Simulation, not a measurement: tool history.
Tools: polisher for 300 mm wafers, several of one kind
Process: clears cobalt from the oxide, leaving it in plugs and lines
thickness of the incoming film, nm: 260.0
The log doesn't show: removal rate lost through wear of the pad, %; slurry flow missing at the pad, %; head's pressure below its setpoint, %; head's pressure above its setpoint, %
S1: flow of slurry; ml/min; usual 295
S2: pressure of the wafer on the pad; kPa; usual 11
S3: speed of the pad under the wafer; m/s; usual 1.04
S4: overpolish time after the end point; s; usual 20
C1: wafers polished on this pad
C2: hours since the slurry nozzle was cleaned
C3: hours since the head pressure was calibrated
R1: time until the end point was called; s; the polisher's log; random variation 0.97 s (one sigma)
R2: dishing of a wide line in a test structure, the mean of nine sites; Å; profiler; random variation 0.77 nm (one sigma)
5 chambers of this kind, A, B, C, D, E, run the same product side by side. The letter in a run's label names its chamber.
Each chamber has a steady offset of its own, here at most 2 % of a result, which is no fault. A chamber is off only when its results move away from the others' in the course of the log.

{"run": "1E", "hour": 3.2, "S1": 295, "S2": 11, "S3": 1.04, "S4": 20, "C1": 459, "C2": 317.3, "C3": 30.2, "R1": 65.348, "R2": 427.42}
{"run": "2A", "hour": 7.3, "S1": 295, "S2": 11, "S3": 1.04, "S4": 20, "C1": 77, "C2": 441.1, "C3": 187.6, "R1": 64.852, "R2": 447.31}
{"run": "3D", "hour": 9.9, "S1": 295, "S2": 11, "S3": 1.04, "S4": 20, "C1": 235, "C2": 192.1, "C3": 73.9, "R1": 65.771, "R2": 443.48}
{"hour": 14.2, "done": "chamber E: worn pad replaced by a new one"}
{"run": "4B", "hour": 14.5, "S1": 295, "S2": 11, "S3": 1.04, "S4": 20, "C1": 706, "C2": 708.7, "C3": 206.4, "R1": 64.466, "R2": 440.86}
{"run": "5C", "hour": 18.0, "S1": 295, "S2": 11, "S3": 1.04, "S4": 20, "C1": 577, "C2": 200, "C3": 485.3, "R1": 67.092, "R2": 435.33}
{"run": "6E", "hour": 21.7, "S1": 295, "S2": 11, "S3": 1.04, "S4": 20, "C1": 65, "C2": 335.8, "C3": 48.7, "R1": 65.066, "R2": 431.95}
{"run": "7C", "hour": 25.3, "S1": 390, "S2": 11, "S3": 1.04, "S4": 10, "C1": 640, "C2": 207.3, "C3": 492.6, "R1": 63.984, "R2": 298.65}
{"hour": 26.4, "done": "chamber C: worn pad replaced by a new one"}
{"run": "8A", "hour": 30.5, "S1": 390, "S2": 11, "S3": 1.04, "S4": 10, "C1": 278, "C2": 464.3, "C3": 210.8, "R1": 64.082, "R2": 289.68}
{"run": "9D", "hour": 33.6, "S1": 390, "S2": 11, "S3": 1.04, "S4": 10, "C1": 440, "C2": 215.8, "C3": 97.6, "R1": 63.192, "R2": 300.75}
{"hour": 34.8, "done": "chamber B: worn pad replaced by a new one"}
{"run": "10B", "hour": 39.4, "S1": 390, "S2": 11, "S3": 1.04, "S4": 10, "C1": 40, "C2": 733.6, "C3": 231.3, "R1": 64.209, "R2": 296.46}
{"hour": 40.3, "done": "chamber E: slurry nozzle cleaned"}
{"run": "11D", "hour": 43.2, "S1": 390, "S2": 11, "S3": 1.04, "S4": 10, "C1": 524, "C2": 225.4, "C3": 107.2, "R1": 63.748, "R2": 291.57}
{"hour": 45.1, "done": "chamber C: slurry nozzle cleaned"}
{"run": "12A", "hour": 47.1, "S1": 295, "S2": 11, "S3": 1.04, "S4": 20, "C1": 422, "C2": 480.9, "C3": 227.4, "R1": 64.34, "R2": 445.32}
{"hour": 49.1, "done": "chamber A: worn pad replaced by a new one"}
{"run": "13E", "hour": 51.4, "S1": 295, "S2": 11, "S3": 1.04, "S4": 20, "C1": 322, "C2": 11.2, "C3": 78.4, "R1": 66.008, "R2": 434.83}
{"run": "14C", "hour": 54.4, "S1": 295, "S2": 11, "S3": 1.04, "S4": 20, "C1": 243, "C2": 9.4, "C3": 521.7, "R1": 65.411, "R2": 420.1}
{"run": "15B", "hour": 58.3, "S1": 295, "S2": 11, "S3": 1.04, "S4": 20, "C1": 203, "C2": 752.5, "C3": 250.2, "R1": 65.666, "R2": 429.43}
{"run": "16C", "hour": 63.8, "S1": 295, "S2": 11, "S3": 1.04, "S4": 20, "C1": 324, "C2": 18.8, "C3": 531.1, "R1": 65.111, "R2": 433.45}
{"run": "17E", "hour": 68.0, "S1": 295, "S2": 11, "S3": 1.04, "S4": 20, "C1": 466, "C2": 27.8, "C3": 95, "R1": 65.219, "R2": 424.68}
{"run": "18D", "hour": 72.5, "S1": 240, "S2": 11, "S3": 1.04, "S4": 24, "C1": 777, "C2": 254.7, "C3": 136.5, "R1": 66.916, "R2": 464.14}
{"run": "19B", "hour": 76.8, "S1": 240, "S2": 11, "S3": 1.04, "S4": 24, "C1": 364, "C2": 771, "C3": 268.7, "R1": 65.974, "R2": 461.85}
{"run": "20A", "hour": 79.7, "S1": 240, "S2": 11, "S3": 1.04, "S4": 24, "C1": 265, "C2": 513.5, "C3": 260, "R1": 68.713, "R2": 460.56}
{"run": "21C", "hour": 85.1, "S1": 240, "S2": 11, "S3": 1.04, "S4": 24, "C1": 509, "C2": 40.1, "C3": 552.4, "R1": 65.761, "R2": 453.81}
{"hour": 88.0, "done": "chamber E: worn pad replaced by a new one"}
{"run": "22A", "hour": 90.1, "S1": 240, "S2": 11, "S3": 1.04, "S4": 24, "C1": 355, "C2": 523.9, "C3": 270.4, "R1": 70.933, "R2": 485.24}
{"hour": 90.7, "done": "chamber D: worn pad replaced by a new one"}
{"run": "23E", "hour": 95.7, "S1": 295, "S2": 11, "S3": 1.04, "S4": 20, "C1": 67, "C2": 55.5, "C3": 122.7, "R1": 65.521, "R2": 432.41}
{"hour": 96.0, "done": "chamber B: slurry nozzle cleaned"}
{"run": "24B", "hour": 100.9, "S1": 195, "S2": 11, "S3": 1.04, "S4": 20, "C1": 572, "C2": 4.9, "C3": 292.8, "R1": 69.382, "R2": 426.93}
{"hour": 101.0, "done": "chamber A: worn pad replaced by a new one"}
{"run": "25D", "hour": 106.0, "S1": 195, "S2": 11, "S3": 1.04, "S4": 20, "C1": 133, "C2": 288.2, "C3": 170, "R1": 67.614, "R2": 432.82}
{"run": "26A", "hour": 111.2, "S1": 195, "S2": 11, "S3": 1.04, "S4": 20, "C1": 88, "C2": 545, "C3": 291.5, "R1": 71.582, "R2": 422.16}
{"hour": 111.7, "done": "chamber C: worn pad replaced by a new one"}
{"run": "27C", "hour": 114.1, "S1": 195, "S2": 11, "S3": 1.04, "S4": 20, "C1": 21, "C2": 69.1, "C3": 581.4, "R1": 67.609, "R2": 428.15}
{"run": "28D", "hour": 119.2, "S1": 195, "S2": 11, "S3": 1.04, "S4": 20, "C1": 247, "C2": 301.4, "C3": 183.2, "R1": 66.314, "R2": 428.01}
{"run": "29B", "hour": 122.6, "S1": 295, "S2": 13.1, "S3": 1.04, "S4": 20, "C1": 760, "C2": 26.6, "C3": 314.5, "R1": 55.705, "R2": 466.8}
{"run": "30E", "hour": 125.9, "S1": 295, "S2": 13.1, "S3": 1.04, "S4": 20, "C1": 328, "C2": 85.7, "C3": 152.9, "R1": 53.397, "R2": 468.91}
{"run": "31C", "hour": 130.4, "S1": 295, "S2": 13.1, "S3": 1.04, "S4": 20, "C1": 162, "C2": 85.4, "C3": 597.7, "R1": 54.939, "R2": 479.16}
{"run": "32B", "hour": 135.8, "S1": 295, "S2": 13.1, "S3": 1.04, "S4": 20, "C1": 875, "C2": 39.8, "C3": 327.7, "R1": 56.145, "R2": 467.99}
{"run": "33D", "hour": 138.9, "S1": 295, "S2": 13.1, "S3": 1.04, "S4": 20, "C1": 418, "C2": 321.1, "C3": 202.9, "R1": 54.71, "R2": 483.11}
{"hour": 144.1, "done": "chamber B: worn pad replaced by a new one"}
{"run": "34E", "hour": 144.3, "S1": 195, "S2": 11, "S3": 1.04, "S4": 20, "C1": 488, "C2": 104.1, "C3": 171.3, "R1": 67.66, "R2": 429.41}
{"run": "35A", "hour": 148.1, "S1": 195, "S2": 11, "S3": 1.04, "S4": 20, "C1": 408, "C2": 581.9, "C3": 328.4, "R1": 75.81, "R2": 410.93}
{"hour": 150.8, "done": "chamber E: worn pad replaced by a new one"}
{"run": "36E", "hour": 152.1, "S1": 195, "S2": 11, "S3": 1.04, "S4": 20, "C1": 11, "C2": 111.9, "C3": 179.1, "R1": 67.872, "R2": 425.94}
{"run": "37C", "hour": 155.3, "S1": 195, "S2": 11, "S3": 1.04, "S4": 20, "C1": 378, "C2": 110.3, "C3": 622.6, "R1": 68.582, "R2": 415.61}
{"run": "38A", "hour": 159.7, "S1": 195, "S2": 11, "S3": 1.04, "S4": 20, "C1": 509, "C2": 593.5, "C3": 340, "R1": 77.078, "R2": 419.12}
{"hour": 162.2, "done": "chamber A: worn pad replaced by a new one"}
{"run": "39B", "hour": 163.1, "S1": 295, "S2": 7.6, "S3": 1.04, "S4": 20, "C1": 164, "C2": 67.1, "C3": 355, "R1": 92.737, "R2": 362.25}
{"run": "40D", "hour": 167.8, "S1": 295, "S2": 7.6, "S3": 1.04, "S4": 20, "C1": 668, "C2": 350, "C3": 231.8, "R1": 97.081, "R2": 368.15}
{"run": "41A", "hour": 173.2, "S1": 295, "S2": 7.6, "S3": 1.04, "S4": 20, "C1": 95, "C2": 607, "C3": 353.5, "R1": 105.99, "R2": 345.62}
{"run": "42D", "hour": 176.8, "S1": 295, "S2": 7.6, "S3": 1.04, "S4": 20, "C1": 746, "C2": 359, "C3": 240.8, "R1": 96.402, "R2": 371.21}
{"run": "43B", "hour": 180.7, "S1": 295, "S2": 7.6, "S3": 1.04, "S4": 20, "C1": 317, "C2": 84.7, "C3": 372.6, "R1": 94.282, "R2": 350.93}
{"run": "44E", "hour": 183.4, "S1": 295, "S2": 11, "S3": 1.04, "S4": 20, "C1": 282, "C2": 143.2, "C3": 210.4, "R1": 63.358, "R2": 424.88}

Is one chamber off against the others, does the gauge drift, or is nothing wrong? If a chamber is off, say which, and what the likeliest cause is.

Chamber A drifts away from the others.
Cause: head's pressure below its setpoint, % = 12.4.

Here are 4 candidates for chamber A's next run, each the usual settings with a change, their results left as question marks. Which one brings its results back in line with what the others give on the usual settings?
In line means no further than this from the other chambers' mean on the usual settings: R1 3.4 s; R2 27 Å
{"run": "45A-1", "hour": 187.7, "S1": 295, "S2": 10.3, "S3": 0.98, "S4": 21, "R1": "?", "R2": "?"}
{"run": "45A-2", "hour": 187.7, "S1": 300, "S2": 12.4, "S3": 1.14, "S4": 19, "R1": "?", "R2": "?"}
{"run": "45A-3", "hour": 187.7, "S1": 295, "S2": 11.7, "S3": 1.1, "S4": 19, "R1": "?", "R2": "?"}
{"run": "45A-4", "hour": 187.7, "S1": 290, "S2": 9.7, "S3": 0.94, "S4": 21, "R1": "?", "R2": "?"}

The other chambers' mean on the usual settings: R1 65.353 s; R2 435.9 Å
run=45A-1 R1=83.944 R2=397.76
run=45A-2 R1=60.071 R2=446.66
run=45A-3 R1=65.998 R2=427.25
run=45A-4 R1=93.87 R2=373.54
45A-3 brings the chamber back in line.

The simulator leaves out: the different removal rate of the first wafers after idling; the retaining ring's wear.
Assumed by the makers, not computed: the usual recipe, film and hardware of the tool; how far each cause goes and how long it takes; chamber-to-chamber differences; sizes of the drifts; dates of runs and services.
